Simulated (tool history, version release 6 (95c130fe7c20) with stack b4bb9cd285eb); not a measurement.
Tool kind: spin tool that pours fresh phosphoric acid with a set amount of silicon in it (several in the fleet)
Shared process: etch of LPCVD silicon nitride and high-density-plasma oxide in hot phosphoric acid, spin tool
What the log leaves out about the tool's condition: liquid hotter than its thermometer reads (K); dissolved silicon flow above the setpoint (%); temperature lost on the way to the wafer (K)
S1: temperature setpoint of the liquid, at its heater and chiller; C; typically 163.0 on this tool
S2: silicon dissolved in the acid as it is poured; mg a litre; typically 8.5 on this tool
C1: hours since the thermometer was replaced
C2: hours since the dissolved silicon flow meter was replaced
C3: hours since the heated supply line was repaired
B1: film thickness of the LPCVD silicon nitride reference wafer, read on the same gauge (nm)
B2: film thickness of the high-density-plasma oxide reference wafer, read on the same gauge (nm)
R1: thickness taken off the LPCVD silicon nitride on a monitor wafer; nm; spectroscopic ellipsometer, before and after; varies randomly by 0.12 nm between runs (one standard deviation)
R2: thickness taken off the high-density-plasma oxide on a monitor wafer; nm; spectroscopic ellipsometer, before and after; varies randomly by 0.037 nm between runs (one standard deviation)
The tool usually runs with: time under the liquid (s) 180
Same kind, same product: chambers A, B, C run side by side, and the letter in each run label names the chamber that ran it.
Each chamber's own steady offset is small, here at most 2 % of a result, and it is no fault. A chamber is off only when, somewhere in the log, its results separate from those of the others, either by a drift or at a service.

run 1B hour=6.8 | S1=163.0 S2=8.5 time_under_the_liquid_(s)=180 | C1=2137.4 C2=499.1 C3=155.5 | B1=30.030 B2=149.98 | R1=16.982 R2=0.95019
run 2C hour=18.2 | S1=163.0 S2=8.5 time_under_the_liquid_(s)=180 | C1=1267.9 C2=2109.9 C3=1505.7 | B1=29.978 B2=150.00 | R1=17.349 R2=0.90181
run 3A hour=29.3 | S1=163.0 S2=8.5 time_under_the_liquid_(s)=180 | C1=1106.7 C2=1280.5 C3=630.6 | B1=29.987 B2=150.02 | R1=17.229 R2=0.86859
run 4C hour=35.8 | S1=163.0 S2=8.5 time_under_the_liquid_(s)=180 | C1=1285.5 C2=2127.5 C3=1523.3 | B1=30.043 B2=149.99 | R1=17.349 R2=0.93652
run 5A hour=47.7 | S1=163.0 S2=8.5 time_under_the_liquid_(s)=180 | C1=1125.1 C2=1298.9 C3=649.0 | B1=30.015 B2=150.01 | R1=16.648 R2=0.98248
-- hour=54.5 chamber C: dissolved silicon flow meter replaced
run 6B hour=56.4 | S1=163.0 S2=8.5 time_under_the_liquid_(s)=180 | C1=2187.0 C2=548.7 C3=205.1 | B1=29.997 B2=150.00 | R1=17.202 R2=0.94340
run 7C hour=66.1 | S1=160.5 S2=3.0 time_under_the_liquid_(s)=180 | C1=1315.8 C2=11.7 C3=1553.6 | B1=29.988 B2=149.99 | R1=16.024 R2=0.95583
run 8B hour=76.5 | S1=160.5 S2=3.0 time_under_the_liquid_(s)=180 | C1=2207.1 C2=568.8 C3=225.2 | B1=29.981 B2=150.00 | R1=15.635 R2=0.90326
run 9A hour=83.4 | S1=160.5 S2=3.0 time_under_the_liquid_(s)=180 | C1=1160.8 C2=1334.6 C3=684.7 | B1=30.028 B2=150.01 | R1=15.957 R2=0.89988
run 10A hour=90.6 | S1=163.0 S2=8.5 time_under_the_liquid_(s)=180 | C1=1168.0 C2=1341.8 C3=691.9 | B1=30.017 B2=149.99 | R1=17.297 R2=0.94051
run 11C hour=104.0 | S1=163.0 S2=8.5 time_under_the_liquid_(s)=180 | C1=1353.7 C2=49.6 C3=1591.5 | B1=30.023 B2=149.98 | R1=17.137 R2=0.91511
run 12B hour=111.0 | S1=163.0 S2=8.5 time_under_the_liquid_(s)=180 | C1=2241.6 C2=603.3 C3=259.7 | B1=30.005 B2=150.00 | R1=16.951 R2=0.92371
run 13B hour=123.9 | S1=163.0 S2=8.5 time_under_the_liquid_(s)=180 | C1=2254.5 C2=616.2 C3=272.6 | B1=30.021 B2=150.00 | R1=17.103 R2=0.91625
run 14C hour=131.7 | S1=163.0 S2=8.5 time_under_the_liquid_(s)=180 | C1=1381.4 C2=77.3 C3=1619.2 | B1=29.980 B2=150.00 | R1=17.207 R2=1.00010
run 15A hour=142.5 | S1=163.0 S2=14.0 time_under_the_liquid_(s)=180 | C1=1219.9 C2=1393.7 C3=743.8 | B1=30.010 B2=150.00 | R1=17.455 R2=0.88891
-- hour=144.3 chamber C: thermometer replaced
run 16C hour=154.1 | S1=163.0 S2=14.0 time_under_the_liquid_(s)=180 | C1=9.9 C2=99.7 C3=1641.6 | B1=29.993 B2=150.02 | R1=17.168 R2=0.83014
run 17A hour=161.5 | S1=163.0 S2=14.0 time_under_the_liquid_(s)=180 | C1=1238.9 C2=1412.7 C3=762.8 | B1=29.984 B2=150.01 | R1=17.524 R2=0.85277
run 18B hour=174.6 | S1=163.0 S2=8.5 time_under_the_liquid_(s)=180 | C1=2305.2 C2=666.9 C3=323.3 | B1=30.000 B2=149.99 | R1=16.941 R2=0.96776
run 19B hour=184.1 | S1=163.0 S2=8.5 time_under_the_liquid_(s)=180 | C1=2314.7 C2=676.4 C3=332.8 | B1=29.992 B2=149.98 | R1=17.097 R2=0.98473
run 20C hour=194.8 | S1=163.0 S2=8.5 time_under_the_liquid_(s)=180 | C1=50.6 C2=140.4 C3=1682.3 | B1=30.035 B2=149.99 | R1=17.166 R2=0.91155
run 21A hour=201.9 | S1=163.0 S2=8.5 time_under_the_liquid_(s)=180 | C1=1279.3 C2=1453.1 C3=803.2 | B1=30.022 B2=150.01 | R1=17.754 R2=1.03350
run 22A hour=208.7 | S1=163.0 S2=8.5 time_under_the_liquid_(s)=180 | C1=1286.1 C2=1459.9 C3=810.0 | B1=30.008 B2=150.00 | R1=17.657 R2=1.11500
run 23B hour=216.7 | S1=165.0 S2=8.5 time_under_the_liquid_(s)=180 | C1=2347.3 C2=709.0 C3=365.4 | B1=29.995 B2=149.99 | R1=18.232 R2=1.16300
run 24C hour=229.2 | S1=165.0 S2=8.5 time_under_the_liquid_(s)=180 | C1=85.0 C2=174.8 C3=1716.7 | B1=29.995 B2=150.00 | R1=18.346 R2=1.06180
run 25B hour=239.3 | S1=165.0 S2=8.5 time_under_the_liquid_(s)=180 | C1=2369.9 C2=731.6 C3=388.0 | B1=29.958 B2=150.00 | R1=18.126 R2=1.10560

All 3 chambers run these settings next. Forecast each chamber's results:
run 26A hour=249.0 | S1=163.0 S2=8.5 time_under_the_liquid_(s)=180 | R1=? R2=?
run 26B hour=249.0 | S1=163.0 S2=8.5 time_under_the_liquid_(s)=180 | R1=? R2=?
run 26C hour=249.0 | S1=163.0 S2=8.5 time_under_the_liquid_(s)=180 | R1=? R2=?

run=26A R1=18.192 R2=1.09110
run=26B R1=16.974 R2=0.90010
run=26C R1=17.312 R2=0.98922
